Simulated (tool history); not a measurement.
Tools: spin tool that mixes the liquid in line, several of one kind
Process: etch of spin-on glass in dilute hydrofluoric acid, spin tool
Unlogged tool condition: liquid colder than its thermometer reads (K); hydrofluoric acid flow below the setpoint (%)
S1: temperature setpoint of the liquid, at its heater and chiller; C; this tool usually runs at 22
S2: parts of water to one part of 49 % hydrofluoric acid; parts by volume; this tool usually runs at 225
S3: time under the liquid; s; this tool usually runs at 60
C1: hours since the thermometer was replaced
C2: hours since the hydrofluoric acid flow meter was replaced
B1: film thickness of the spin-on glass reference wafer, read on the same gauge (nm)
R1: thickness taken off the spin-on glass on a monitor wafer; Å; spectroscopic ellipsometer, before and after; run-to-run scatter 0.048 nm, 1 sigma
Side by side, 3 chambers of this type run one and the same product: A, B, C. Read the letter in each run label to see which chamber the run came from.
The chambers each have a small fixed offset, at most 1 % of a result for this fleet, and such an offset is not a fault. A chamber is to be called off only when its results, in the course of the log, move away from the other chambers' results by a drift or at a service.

{"run": "1B", "hour": 7.3, "S1": 22, "S2": 225, "S3": 60, "C1": 1381.6, "C2": 728.4, "B1": 129.97, "R1": 81.281}
{"run": "2C", "hour": 18.0, "S1": 22, "S2": 225, "S3": 60, "C1": 2327.7, "C2": 1561.7, "B1": 130.0, "R1": 80.366}
{"run": "3A", "hour": 25.1, "S1": 22, "S2": 225, "S3": 60, "C1": 334.9, "C2": 431.2, "B1": 130.02, "R1": 80.041}
{"run": "4A", "hour": 35.6, "S1": 22, "S2": 225, "S3": 60, "C1": 345.4, "C2": 441.7, "B1": 130.02, "R1": 80.476}
{"run": "5B", "hour": 46.0, "S1": 22, "S2": 225, "S3": 60, "C1": 1420.3, "C2": 767.1, "B1": 129.99, "R1": 81.294}
{"hour": 51.3, "done": "chamber C: thermometer replaced"}
{"run": "6C", "hour": 53.1, "S1": 22, "S2": 225, "S3": 60, "C1": 1.8, "C2": 1596.8, "B1": 130.04, "R1": 79.771}
{"run": "7C", "hour": 61.3, "S1": 22, "S2": 225, "S3": 60, "C1": 10.0, "C2": 1605.0, "B1": 129.98, "R1": 79.355}
{"run": "8B", "hour": 72.7, "S1": 22, "S2": 280, "S3": 60, "C1": 1447.0, "C2": 793.8, "B1": 130.03, "R1": 60.937}
{"run": "9A", "hour": 84.4, "S1": 22, "S2": 280, "S3": 60, "C1": 394.2, "C2": 490.5, "B1": 129.99, "R1": 61.112}
{"run": "10A", "hour": 91.4, "S1": 22, "S2": 280, "S3": 60, "C1": 401.2, "C2": 497.5, "B1": 129.99, "R1": 60.944}
{"run": "11C", "hour": 102.6, "S1": 22, "S2": 225, "S3": 60, "C1": 51.3, "C2": 1646.3, "B1": 129.97, "R1": 79.753}
{"run": "12B", "hour": 112.9, "S1": 22, "S2": 225, "S3": 60, "C1": 1487.2, "C2": 834.0, "B1": 129.98, "R1": 79.722}
{"run": "13B", "hour": 126.6, "S1": 22, "S2": 225, "S3": 60, "C1": 1500.9, "C2": 847.7, "B1": 130.03, "R1": 80.077}
{"run": "14A", "hour": 133.0, "S1": 22, "S2": 225, "S3": 60, "C1": 442.8, "C2": 539.1, "B1": 130.05, "R1": 80.372}
{"run": "15C", "hour": 144.4, "S1": 22, "S2": 225, "S3": 60, "C1": 93.1, "C2": 1688.1, "B1": 129.97, "R1": 80.093}
{"run": "16A", "hour": 151.2, "S1": 22, "S2": 225, "S3": 60, "C1": 461.0, "C2": 557.3, "B1": 129.99, "R1": 80.84}
{"hour": 156.9, "done": "chamber A: hydrofluoric acid flow meter replaced"}
{"run": "17C", "hour": 164.9, "S1": 20, "S2": 225, "S3": 70, "C1": 113.6, "C2": 1708.6, "B1": 129.99, "R1": 85.891}
{"run": "18B", "hour": 173.9, "S1": 20, "S2": 225, "S3": 70, "C1": 1548.2, "C2": 895.0, "B1": 129.99, "R1": 86.149}
{"run": "19A", "hour": 182.9, "S1": 20, "S2": 225, "S3": 70, "C1": 492.7, "C2": 26.0, "B1": 129.99, "R1": 87.466}
{"run": "20B", "hour": 189.3, "S1": 22, "S2": 225, "S3": 60, "C1": 1563.6, "C2": 910.4, "B1": 129.99, "R1": 80.0}
{"run": "21C", "hour": 196.0, "S1": 22, "S2": 225, "S3": 60, "C1": 144.7, "C2": 1739.7, "B1": 130.0, "R1": 80.18}
{"run": "22B", "hour": 204.0, "S1": 22, "S2": 225, "S3": 60, "C1": 1578.3, "C2": 925.1, "B1": 130.01, "R1": 80.584}
{"hour": 205.2, "done": "chamber B: thermometer replaced"}
{"run": "23C", "hour": 213.6, "S1": 22, "S2": 225, "S3": 60, "C1": 162.3, "C2": 1757.3, "B1": 130.03, "R1": 79.838}
{"run": "24A", "hour": 227.5, "S1": 22, "S2": 180, "S3": 60, "C1": 537.3, "C2": 70.6, "B1": 129.99, "R1": 106.27}
{"run": "25B", "hour": 239.0, "S1": 22, "S2": 180, "S3": 60, "C1": 33.9, "C2": 960.1, "B1": 130.01, "R1": 105.12}
{"run": "26A", "hour": 250.3, "S1": 22, "S2": 180, "S3": 60, "C1": 560.1, "C2": 93.4, "B1": 129.96, "R1": 105.84}
{"run": "27C", "hour": 261.1, "S1": 22, "S2": 225, "S3": 60, "C1": 209.8, "C2": 1804.8, "B1": 130.04, "R1": 79.537}
{"run": "28B", "hour": 269.1, "S1": 22, "S2": 225, "S3": 60, "C1": 64.0, "C2": 990.2, "B1": 130.04, "R1": 79.732}
{"run": "29A", "hour": 276.7, "S1": 22, "S2": 225, "S3": 60, "C1": 586.5, "C2": 119.8, "B1": 130.04, "R1": 79.917}
{"run": "30C", "hour": 289.7, "S1": 22, "S2": 225, "S3": 45, "C1": 238.4, "C2": 1833.4, "B1": 129.95, "R1": 59.833}
{"run": "31A", "hour": 297.7, "S1": 22, "S2": 225, "S3": 45, "C1": 607.5, "C2": 140.8, "B1": 130.02, "R1": 59.984}

The same settings go to every chamber for the next run, one line per chamber below. Forecast the results for each:
{"run": "32A", "hour": 307.7, "S1": 22, "S2": 225, "S3": 60, "R1": "?"}
{"run": "32B", "hour": 307.7, "S1": 22, "S2": 225, "S3": 60, "R1": "?"}
{"run": "32C", "hour": 307.7, "S1": 22, "S2": 225, "S3": 60, "R1": "?"}

run=32A R1=81.070
run=32B R1=80.611
run=32C R1=79.956
